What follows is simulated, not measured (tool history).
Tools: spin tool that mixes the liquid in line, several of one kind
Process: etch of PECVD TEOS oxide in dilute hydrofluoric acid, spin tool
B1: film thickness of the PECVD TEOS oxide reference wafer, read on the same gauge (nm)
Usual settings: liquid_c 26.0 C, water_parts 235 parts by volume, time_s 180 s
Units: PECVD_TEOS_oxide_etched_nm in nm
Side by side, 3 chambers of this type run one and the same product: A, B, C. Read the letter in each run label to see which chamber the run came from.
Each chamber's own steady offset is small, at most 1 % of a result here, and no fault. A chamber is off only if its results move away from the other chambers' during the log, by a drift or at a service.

Run 1A, day 0.275: usual settings; B1 150.03. Result: PECVD_TEOS_oxide_etched_nm 14.6820 nm.
Run 2B, day 0.412: usual settings; B1 150.02. Result: PECVD_TEOS_oxide_etched_nm 14.5560 nm.
Run 3C, day 0.633: usual settings; B1 150.01. Result: PECVD_TEOS_oxide_etched_nm 14.6540 nm.
Run 4B, day 0.858: usual settings; B1 150.00. Result: PECVD_TEOS_oxide_etched_nm 14.6930 nm.
Run 5A, day 1.000: usual settings; B1 150.01. Result: PECVD_TEOS_oxide_etched_nm 14.8900 nm.
Run 6C, day 1.225: usual settings; B1 150.01. Result: PECVD_TEOS_oxide_etched_nm 14.3900 nm.
Run 7A, day 1.488: usual settings; B1 149.98. Result: PECVD_TEOS_oxide_etched_nm 14.6370 nm.
Run 8C, day 1.667: usual settings but liquid_c 22.5 C, time_s 250 s; B1 150.00. Result: PECVD_TEOS_oxide_etched_nm 17.5180 nm.
Run 9B, day 1.800: usual settings but liquid_c 22.5 C, time_s 250 s; B1 149.99. Result: PECVD_TEOS_oxide_etched_nm 17.8300 nm.
Run 10A, day 2.038: usual settings but liquid_c 22.5 C, time_s 250 s; B1 149.98. Result: PECVD_TEOS_oxide_etched_nm 17.9910 nm.
Run 11B, day 2.196: usual settings; B1 150.00. Result: PECVD_TEOS_oxide_etched_nm 14.5100 nm.
Run 12C, day 2.346: usual settings; B1 149.99. Result: PECVD_TEOS_oxide_etched_nm 14.1100 nm.
Run 13B, day 2.575: usual settings; B1 149.97. Result: PECVD_TEOS_oxide_etched_nm 14.4190 nm.
Run 14C, day 2.829: usual settings; B1 150.01. Result: PECVD_TEOS_oxide_etched_nm 14.2450 nm.
Run 15A, day 3.008: usual settings; B1 149.98. Result: PECVD_TEOS_oxide_etched_nm 14.7500 nm.
Run 16C, day 3.279: usual settings; B1 150.01. Result: PECVD_TEOS_oxide_etched_nm 14.2560 nm.
Run 17B, day 3.517: usual settings; B1 150.02. Result: PECVD_TEOS_oxide_etched_nm 14.4450 nm.
Run 18A, day 3.796: usual settings; B1 149.99. Result: PECVD_TEOS_oxide_etched_nm 14.8200 nm.
Run 19B, day 3.929: usual settings but liquid_c 28.5 C, time_s 135 s; B1 150.01. Result: PECVD_TEOS_oxide_etched_nm 11.9140 nm.
Run 20A, day 4.162: usual settings but liquid_c 28.5 C, time_s 135 s; B1 150.00. Result: PECVD_TEOS_oxide_etched_nm 11.9420 nm.
Run 21C, day 4.404: usual settings but liquid_c 28.5 C, time_s 135 s; B1 149.98. Result: PECVD_TEOS_oxide_etched_nm 11.3410 nm.
Run 22C, day 4.604: usual settings; B1 150.01. Result: PECVD_TEOS_oxide_etched_nm 13.5480 nm.
Run 23A, day 4.892: usual settings; B1 150.02. Result: PECVD_TEOS_oxide_etched_nm 14.5140 nm.
Run 24B, day 5.050: usual settings but liquid_c 23.0 C, time_s 280 s; B1 150.00. Result: PECVD_TEOS_oxide_etched_nm 20.4280 nm.
Run 25C, day 5.246: usual settings but liquid_c 23.0 C, time_s 280 s; B1 149.98. Result: PECVD_TEOS_oxide_etched_nm 18.8430 nm.
Run 26B, day 5.521: usual settings but liquid_c 23.0 C, time_s 280 s; B1 149.98. Result: PECVD_TEOS_oxide_etched_nm 20.1330 nm.
Run 27A, day 5.683: usual settings; B1 150.01. Result: PECVD_TEOS_oxide_etched_nm 14.7670 nm.
Run 28C, day 5.912: usual settings; B1 150.01. Result: PECVD_TEOS_oxide_etched_nm 13.4170 nm.
Run 29A, day 6.104: usual settings; B1 150.02. Result: PECVD_TEOS_oxide_etched_nm 14.5130 nm.
Run 30B, day 6.338: usual settings; B1 149.96. Result: PECVD_TEOS_oxide_etched_nm 14.4550 nm.
Run 31B, day 6.533: usual settings; B1 149.97. Result: PECVD_TEOS_oxide_etched_nm 14.6190 nm.
Run 32A, day 6.721: usual settings; B1 150.03. Result: PECVD_TEOS_oxide_etched_nm 14.4410 nm.
Run 33C, day 6.908: usual settings; B1 150.01. Result: PECVD_TEOS_oxide_etched_nm 13.1540 nm.
Run 34B, day 7.129: usual settings but water_parts 150 parts by volume, time_s 245 s; B1 150.01. Result: PECVD_TEOS_oxide_etched_nm 34.6590 nm.
Run 35A, day 7.342: usual settings but water_parts 150 parts by volume, time_s 245 s; B1 150.05. Result: PECVD_TEOS_oxide_etched_nm 34.7320 nm.
Run 36C, day 7.579: usual settings but water_parts 150 parts by volume, time_s 245 s; B1 149.99. Result: PECVD_TEOS_oxide_etched_nm 30.8700 nm.

Does one chamber stand apart from the rest, does the shared gauge drift, or is all well apart from small per-chamber offsets? Give the chamber and the most likely cause, where there is one.

Little by little, chamber C moves away from the other chambers.
What lies behind it: hydrofluoric acid flow below the setpoint (%) = 9.1.

Chamber C could run next with any of the 4 candidate recipes listed below; each alters the usual settings, and their results appear as question marks. Which one brings its results back in line with what the other chambers deliver on the usual settings?
A result is in line if it is within this distance of the other chambers' mean on the usual settings: PECVD_TEOS_oxide_etched_nm 0.4300 nm
Run 37C-1, day 7.792: usual settings but water_parts 225 parts by volume, time_s 185 s. Result: PECVD_TEOS_oxide_etched_nm ?.
Run 37C-2, day 7.792: usual settings but water_parts 245 parts by volume, time_s 175 s. Result: PECVD_TEOS_oxide_etched_nm ?.
Run 37C-3, day 7.792: usual settings but liquid_c 29.5 C. Result: PECVD_TEOS_oxide_etched_nm ?.
Run 37C-4, day 7.792: usual settings but liquid_c 22.5 C. Result: PECVD_TEOS_oxide_etched_nm ?.

Average result of the remaining chambers running the usual settings: PECVD_TEOS_oxide_etched_nm 14.6290 nm
  run  PECVD_TEOS_oxide_etched_nm
37C-1                     14.0200
37C-2                     11.8900
37C-3                     14.5560
37C-4                     11.3790
The right change is 37C-3: it brings the chamber back within the allowed miss of the others.
